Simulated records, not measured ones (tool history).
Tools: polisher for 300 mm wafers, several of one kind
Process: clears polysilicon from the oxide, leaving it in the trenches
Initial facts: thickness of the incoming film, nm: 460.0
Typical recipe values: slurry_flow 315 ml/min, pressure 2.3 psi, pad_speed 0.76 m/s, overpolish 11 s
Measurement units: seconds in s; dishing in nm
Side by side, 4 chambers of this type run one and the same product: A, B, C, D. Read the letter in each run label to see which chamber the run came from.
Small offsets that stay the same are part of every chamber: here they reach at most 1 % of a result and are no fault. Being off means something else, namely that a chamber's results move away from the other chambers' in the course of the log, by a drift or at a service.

run   hour  slurry_flow  pressure  pad_speed  overpolish  wafers polished on this pad  hours since the slurry nozzle was cleaned  hours since the head pressure was calibrated  seconds  dishing
       6.9  -- chamber C: worn pad replaced by a new one
       9.6  -- chamber B: worn pad replaced by a new one
 1A    9.8          315       2.3       0.76          11                          657                                      429.3                                         571.6   50.834   37.905
 2C   22.2          315       2.3       0.76          11                          131                                      536.3                                        1129.4    50.41    38.53
 3D   31.5          315       2.3       0.76          11                          918                                      398.9                                         266.6   51.511   35.979
      37.3  -- chamber D: worn pad replaced by a new one
 4B   41.5          315       2.3       0.76          11                          274                                      322.7                                         121.2   51.706   37.247
 5C     48          315       2.3       0.76          11                          353                                      562.1                                        1155.2   50.586   37.384
 6D   55.3          315       2.3       0.92          11                          155                                      422.7                                         290.4   42.372   39.025
      57.9  -- chamber C: slurry nozzle cleaned
 7A   66.8          315       2.3       0.92          11                         1146                                      486.3                                         628.6   41.647   39.062
      68.2  -- chamber B: worn pad replaced by a new one
 8B   74.3          315       2.3       0.92          11                           52                                      355.5                                           154   41.278   39.238
 9B   83.2          315       2.3       0.92          11                          129                                      364.4                                         162.9   40.656   38.659
10D   94.9          315       2.3       0.76          11                          495                                      462.3                                           330   50.639   36.668
     102.8  -- chamber A: worn pad replaced by a new one
11C  104.9          315       2.3       0.76          11                          841                                         47                                        1212.1   50.307   38.462
12A  115.1          315       2.3       0.76          11                          105                                      534.6                                         676.9   50.034   37.962
     119.7  -- chamber B: worn pad replaced by a new one
13C  123.3          315       2.3       0.76          11                          999                                       65.4                                        1230.5   51.228   38.199
14A  132.3          315       2.6       0.66          11                          253                                      551.8                                         694.1   50.449     37.9
15B  138.8          315       2.6       0.66          11                          164                                        420                                         218.5   50.707   37.997
16D  146.2          315       2.6       0.66          11                          935                                      513.6                                         381.3   50.779    38.55
     147.8  -- chamber A: head pressure recalibrated
     150.6  -- chamber D: worn pad replaced by a new one
17B  155.5          315       2.6       0.66          11                          307                                      436.7                                         235.2   50.648   37.215
     157.1  -- chamber C: worn pad replaced by a new one
18D  164.2          315       2.3       0.76          11                          116                                      531.6                                         399.3   48.438   38.201
     169.6  -- chamber B: worn pad replaced by a new one
19C  169.8          315       2.3       0.76          11                          109                                      111.9                                          1277   50.027   38.387
       170  -- chamber D: head pressure recalibrated
20A  181.9          315       2.3       0.76          11                          679                                      601.4                                          34.2   48.898   36.682
21C  189.9          315       2.3       0.76           8                          281                                        132                                        1297.1   51.731   35.268
22D  200.4          315       2.3       0.76           8                          427                                      567.8                                          30.5   52.079   34.623
23B  212.7          315       2.3       0.76           8                          370                                      493.9                                         292.4    51.26   34.762
24A  224.4          315       2.3       0.76           8                         1044                                      643.9                                          76.7   48.184   33.102
     229.2  -- chamber B: worn pad replaced by a new one
25D  235.6          355       2.9       0.76          11                          729                                        603                                          65.7   39.026   39.002
26A  241.8          355       2.9       0.76          11                         1193                                      661.3                                          94.1   39.098   40.962
27C  249.6          355       2.9       0.76          11                          794                                      191.7                                        1356.8    40.21   37.972
28B  259.4          355       2.9       0.76          11                          259                                      540.6                                         339.1   38.802   39.069
     262.3  -- chamber B: slurry nozzle cleaned
29A  270.2          315       2.3       0.76          11                         1437                                      689.7                                         122.5   50.334   37.738
30B    281          315       2.3       0.76          11                          445                                       18.8                                         360.7   52.073   37.755

Decide between three cases: one chamber stands off from its peers, the gauge reading all wafers drifts, or nothing is wrong past each chamber's small offset. Where a chamber is off, say which and what most likely put it there.

Beyond each chamber's small constant offset nothing stands out, and the gauge stays steady.
